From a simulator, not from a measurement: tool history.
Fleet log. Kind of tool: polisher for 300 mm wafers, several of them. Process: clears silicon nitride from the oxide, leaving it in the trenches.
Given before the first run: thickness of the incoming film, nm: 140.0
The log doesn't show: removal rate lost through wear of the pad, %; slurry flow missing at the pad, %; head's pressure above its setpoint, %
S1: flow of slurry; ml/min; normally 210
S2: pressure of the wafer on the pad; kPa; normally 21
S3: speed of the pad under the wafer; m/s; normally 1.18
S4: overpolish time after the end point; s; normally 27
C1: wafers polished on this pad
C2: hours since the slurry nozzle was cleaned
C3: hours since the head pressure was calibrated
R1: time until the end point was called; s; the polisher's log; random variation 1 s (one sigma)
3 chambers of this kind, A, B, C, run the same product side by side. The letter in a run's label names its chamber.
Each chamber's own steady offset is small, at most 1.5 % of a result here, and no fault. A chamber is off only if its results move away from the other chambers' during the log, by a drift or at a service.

{"run": "1C", "hour": 9.6, "S1": 210, "S2": 21, "S3": 1.18, "S4": 27, "C1": 128, "C2": 80.9, "C3": 17.5, "R1": 126.15}
{"run": "2A", "hour": 16.8, "S1": 210, "S2": 21, "S3": 1.18, "S4": 27, "C1": 883, "C2": 35.7, "C3": 306.6, "R1": 123.14}
{"run": "3B", "hour": 26.0, "S1": 210, "S2": 21, "S3": 1.18, "S4": 27, "C1": 481, "C2": 86.4, "C3": 84.2, "R1": 127.02}
{"run": "4A", "hour": 31.5, "S1": 210, "S2": 21, "S3": 1.18, "S4": 27, "C1": 993, "C2": 50.4, "C3": 321.3, "R1": 123.08}
{"hour": 37.0, "done": "chamber B: worn pad replaced by a new one"}
{"run": "5C", "hour": 38.2, "S1": 280, "S2": 21, "S3": 1.52, "S4": 27, "C1": 343, "C2": 109.5, "C3": 46.1, "R1": 95.893}
{"run": "6B", "hour": 49.6, "S1": 280, "S2": 21, "S3": 1.52, "S4": 27, "C1": 95, "C2": 110, "C3": 107.8, "R1": 93.407}
{"run": "7B", "hour": 58.3, "S1": 280, "S2": 21, "S3": 1.52, "S4": 27, "C1": 160, "C2": 118.7, "C3": 116.5, "R1": 95.144}
{"run": "8A", "hour": 69.1, "S1": 210, "S2": 21, "S3": 1.18, "S4": 27, "C1": 1276, "C2": 88, "C3": 358.9, "R1": 123.34}
{"run": "9C", "hour": 76.6, "S1": 210, "S2": 21, "S3": 1.18, "S4": 27, "C1": 631, "C2": 147.9, "C3": 84.5, "R1": 126.64}
{"run": "10C", "hour": 84.9, "S1": 210, "S2": 21, "S3": 1.18, "S4": 27, "C1": 693, "C2": 156.2, "C3": 92.8, "R1": 125.78}
{"run": "11B", "hour": 96.4, "S1": 210, "S2": 21, "S3": 1.18, "S4": 27, "C1": 446, "C2": 156.8, "C3": 154.6, "R1": 126.39}
{"run": "12A", "hour": 105.6, "S1": 210, "S2": 21, "S3": 1.54, "S4": 21, "C1": 1550, "C2": 124.5, "C3": 395.4, "R1": 94.989}
{"hour": 107.0, "done": "chamber B: worn pad replaced by a new one"}
{"run": "13C", "hour": 114.7, "S1": 210, "S2": 21, "S3": 1.54, "S4": 21, "C1": 917, "C2": 186, "C3": 122.6, "R1": 96.712}
{"run": "14B", "hour": 120.8, "S1": 210, "S2": 21, "S3": 1.54, "S4": 21, "C1": 104, "C2": 181.2, "C3": 179, "R1": 95.278}
{"run": "15A", "hour": 127.8, "S1": 210, "S2": 21, "S3": 1.18, "S4": 27, "C1": 1717, "C2": 146.7, "C3": 417.6, "R1": 127.8}
{"run": "16C", "hour": 135.4, "S1": 210, "S2": 21, "S3": 1.18, "S4": 27, "C1": 1073, "C2": 206.7, "C3": 143.3, "R1": 126.26}
{"run": "17A", "hour": 144.8, "S1": 210, "S2": 21, "S3": 1.18, "S4": 27, "C1": 1844, "C2": 163.7, "C3": 434.6, "R1": 126}
{"hour": 146.8, "done": "chamber C: worn pad replaced by a new one"}
{"run": "18B", "hour": 152.5, "S1": 210, "S2": 21, "S3": 1.18, "S4": 16, "C1": 342, "C2": 212.9, "C3": 210.7, "R1": 125.7}
{"run": "19B", "hour": 159.0, "S1": 210, "S2": 21, "S3": 1.18, "S4": 16, "C1": 391, "C2": 219.4, "C3": 217.2, "R1": 125.11}
{"run": "20A", "hour": 170.3, "S1": 210, "S2": 21, "S3": 1.18, "S4": 16, "C1": 2036, "C2": 189.2, "C3": 460.1, "R1": 126.79}
{"hour": 177.1, "done": "chamber B: worn pad replaced by a new one"}
{"run": "21C", "hour": 178.2, "S1": 210, "S2": 21, "S3": 1.18, "S4": 27, "C1": 235, "C2": 249.5, "C3": 186.1, "R1": 124.96}
{"run": "22B", "hour": 186.2, "S1": 210, "S2": 21, "S3": 1.18, "S4": 27, "C1": 68, "C2": 246.6, "C3": 244.4, "R1": 126.71}
{"run": "23A", "hour": 194.6, "S1": 210, "S2": 21, "S3": 1.18, "S4": 27, "C1": 2218, "C2": 213.5, "C3": 484.4, "R1": 128.79}
{"run": "24C", "hour": 203.8, "S1": 210, "S2": 21, "S3": 1.18, "S4": 27, "C1": 428, "C2": 275.1, "C3": 211.7, "R1": 125.28}
{"run": "25C", "hour": 209.9, "S1": 210, "S2": 21, "S3": 1.18, "S4": 27, "C1": 474, "C2": 281.2, "C3": 217.8, "R1": 124.3}

One chamber off, gauge drift, or nothing amiss beyond the chambers' own small offsets? If it is a chamber, which one, and what is the likeliest cause?

It is chamber A that slowly wanders off from its peers.
Most likely cause: removal rate lost through wear of the pad, % = 5.48.
With only this log, it may be confused with: slurry flow missing at the pad, %; head's pressure below its setpoint, %.

Here are 4 candidates for chamber A's next run, each the usual settings with a change, their results left as question marks. Which one brings its results back in line with what the others give on the usual settings?
Counts as in line when no further than this from what the other chambers average on the usual settings: R1 3.7 s
{"run": "26A-1", "hour": 218.3, "S1": 270, "S2": 20.7, "S3": 1.18, "S4": 27, "R1": "?"}
{"run": "26A-2", "hour": 218.3, "S1": 210, "S2": 21.4, "S3": 1.24, "S4": 27, "R1": "?"}
{"run": "26A-3", "hour": 218.3, "S1": 210, "S2": 20, "S3": 1.18, "S4": 27, "R1": "?"}
{"run": "26A-4", "hour": 218.3, "S1": 210, "S2": 20, "S3": 1.12, "S4": 27, "R1": "?"}

Usual-settings mean across the other chambers: R1 125.6 s
run=26A-1 R1=127.34
run=26A-2 R1=120.73
run=26A-3 R1=135.64
run=26A-4 R1=142.89
The right change is 26A-1: it brings the chamber back within the allowed miss of the others.

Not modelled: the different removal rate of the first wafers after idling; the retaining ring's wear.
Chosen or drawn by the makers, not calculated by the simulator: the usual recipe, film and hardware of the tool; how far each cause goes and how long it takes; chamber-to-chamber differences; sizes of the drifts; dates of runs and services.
